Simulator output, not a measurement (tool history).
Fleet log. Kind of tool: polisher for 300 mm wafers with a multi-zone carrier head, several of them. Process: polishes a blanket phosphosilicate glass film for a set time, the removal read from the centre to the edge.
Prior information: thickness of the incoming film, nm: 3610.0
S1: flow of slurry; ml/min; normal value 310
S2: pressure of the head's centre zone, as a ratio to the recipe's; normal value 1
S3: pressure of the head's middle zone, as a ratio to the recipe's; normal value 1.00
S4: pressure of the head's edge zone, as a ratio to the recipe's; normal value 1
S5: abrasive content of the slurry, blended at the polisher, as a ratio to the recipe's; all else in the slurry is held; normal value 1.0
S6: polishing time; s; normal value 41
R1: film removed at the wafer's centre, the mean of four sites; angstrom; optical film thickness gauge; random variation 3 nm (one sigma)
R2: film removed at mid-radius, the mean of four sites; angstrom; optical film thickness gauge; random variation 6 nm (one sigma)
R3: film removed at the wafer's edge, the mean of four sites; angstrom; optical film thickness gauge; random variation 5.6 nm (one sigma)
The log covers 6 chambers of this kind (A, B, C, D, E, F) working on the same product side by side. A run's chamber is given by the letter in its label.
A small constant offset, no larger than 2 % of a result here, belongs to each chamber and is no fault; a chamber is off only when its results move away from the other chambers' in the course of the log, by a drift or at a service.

run,hour,S1,S2,S3,S4,S5,S6,R1,R2,R3
1D,2.6,310,1,1.00,1,1.0,41,4141.5,4098.1,4200.8
2C,6.0,310,1,1.00,1,1.0,41,4242.2,4327.6,4098.3
3E,9.3,310,1,1.00,1,1.0,41,4236.2,4114.6,4154.5
4A,12.3,310,1,1.00,1,1.0,41,4200.2,4074.7,4359.6
5F,16.4,310,1,1.00,1,1.0,41,4195.2,4136.4,4237.8
6B,18.6,310,1,1.00,1,1.0,41,4169.3,4206.4,4229.7
7D,21.5,310,1,1.00,1,1.0,41,4156.9,4167.8,4156.7
8B,24.7,310,1,1.00,1,1.0,41,4203.0,4142.5,4201.8
9E,28.2,310,1,1.00,1,1.0,41,4169.8,4157.4,4143.6
10C,32.2,310,1,1.00,1,1.0,41,4167.5,4158.7,4245.7
11A,34.2,310,1,1.00,1,1.0,41,4168.6,4066.2,4222.1
12F,37.7,310,1,1.00,1,1.2,41,4640.6,4592.6,4533.5
# hour 38.4: chamber A: slurry nozzle cleaned
13E,40.9,310,1,1.00,1,1.2,41,4571.9,4554.1,4537.8
14D,45.1,310,1,1.00,1,1.2,41,4445.4,4534.6,4486.5
15C,49.2,310,1,1.00,1,1.2,41,4600.2,4644.6,4571.9
16B,52.0,310,1,1.00,1,1.2,41,4468.9,4463.6,4514.9
# hour 52.7: chamber A: worn pad replaced by a new one
# hour 53.0: chamber B: worn pad replaced by a new one
17A,56.0,310,1,1.00,1,1.2,41,4520.3,4489.7,4524.0
# hour 56.1: chamber A: edge zone pressure recalibrated
18F,58.6,310,1,1.00,1,1.0,41,4218.3,4210.9,4176.9
# hour 61.1: chamber C: worn pad replaced by a new one
19C,61.5,310,1,1.06,1,1.0,55,5754.8,6011.8,5481.5
20A,63.9,310,1,1.06,1,1.0,55,5675.3,5830.7,5605.0
21D,66.8,310,1,1.06,1,1.0,55,5552.9,5756.1,5592.3
22B,69.7,310,1,1.06,1,1.0,55,5657.7,5987.5,5759.8
# hour 69.8: chamber D: worn pad replaced by a new one
23E,72.4,310,1,1.06,1,1.0,55,5618.5,6006.4,5602.0
24F,76.6,310,1,1.06,1,1.0,55,5631.7,5975.0,5545.7
25B,79.8,310,1,1.00,1,1.0,41,4209.4,4209.7,4189.1
26E,82.7,310,1,1.00,1,1.0,41,4175.2,4215.1,4245.1
27D,86.5,310,1,1.00,1,1.0,41,4140.3,4132.8,4192.6
# hour 86.6: chamber F: worn pad replaced by a new one
# hour 86.6: chamber E: worn pad replaced by a new one
28A,89.6,310,1,1.00,1,1.0,41,4245.8,4096.5,4234.8
29F,92.8,395,1,1.00,1,1.0,47,4911.9,4856.7,4885.0
30C,94.9,395,1,1.00,1,1.0,47,5264.3,4912.4,4883.3
31E,98.7,395,1,1.00,1,1.0,47,4887.0,5028.3,4796.3
32C,102.4,395,1,1.00,1,1.0,47,5274.4,4944.2,4795.9
33A,104.7,395,1,1.00,1,1.0,47,4879.8,4843.8,4900.6
34D,108.8,395,1,1.00,1,1.0,47,4863.1,4909.5,4831.2
35B,111.2,355,1,1.00,1,1.0,28,2930.3,2975.2,2889.8
36F,113.4,355,1,1.00,1,1.0,28,2884.5,2852.8,2859.5
37B,117.3,355,1,1.00,1,1.0,28,2932.3,2868.3,2926.8
38C,119.7,355,1,1.00,1,1.0,28,3152.0,2986.3,2872.3
39D,123.2,355,1,1.00,1,1.0,28,2885.4,2842.8,2836.3

Is one chamber off against the others, does the gauge drift, or is nothing wrong? If a chamber is off, say which, and what the likeliest cause is.

One chamber, C, drifts off from the rest bit by bit.
Likeliest cause: centre zone's pressure above its setpoint, % = 8.78.

Below are 4 candidate recipes for chamber C's next run, each the usual settings with a change, their results shown as question marks. Which of them brings C's results back in line with what the other chambers give on the usual settings?
To be in line, a result may differ from the other chambers' mean on the usual settings by at most: R1 110.0 angstrom; R2 210.0 angstrom; R3 200.0 angstrom
40C-1,126.3,310,1.03,1.00,0.99,1.0,41,?,?,?
40C-2,126.3,305,0.92,1.01,1.03,1.0,41,?,?,?
40C-3,126.3,310,0.97,1.00,1.01,1.0,41,?,?,?
40C-4,126.3,315,1.07,0.99,0.97,1.0,42,?,?,?

Mean of the other chambers on the usual settings: R1 4193.4 angstrom; R2 4173.8 angstrom; R3 4185.5 angstrom
run,R1,R2,R3
40C-1,4762.5,4166.7,4186.8
40C-2,4205.1,4201.0,4269.1
40C-3,4462.1,4168.1,4230.8
40C-4,5091.7,4234.5,4249.2
It is 40C-2 that realigns the chamber with its peers.
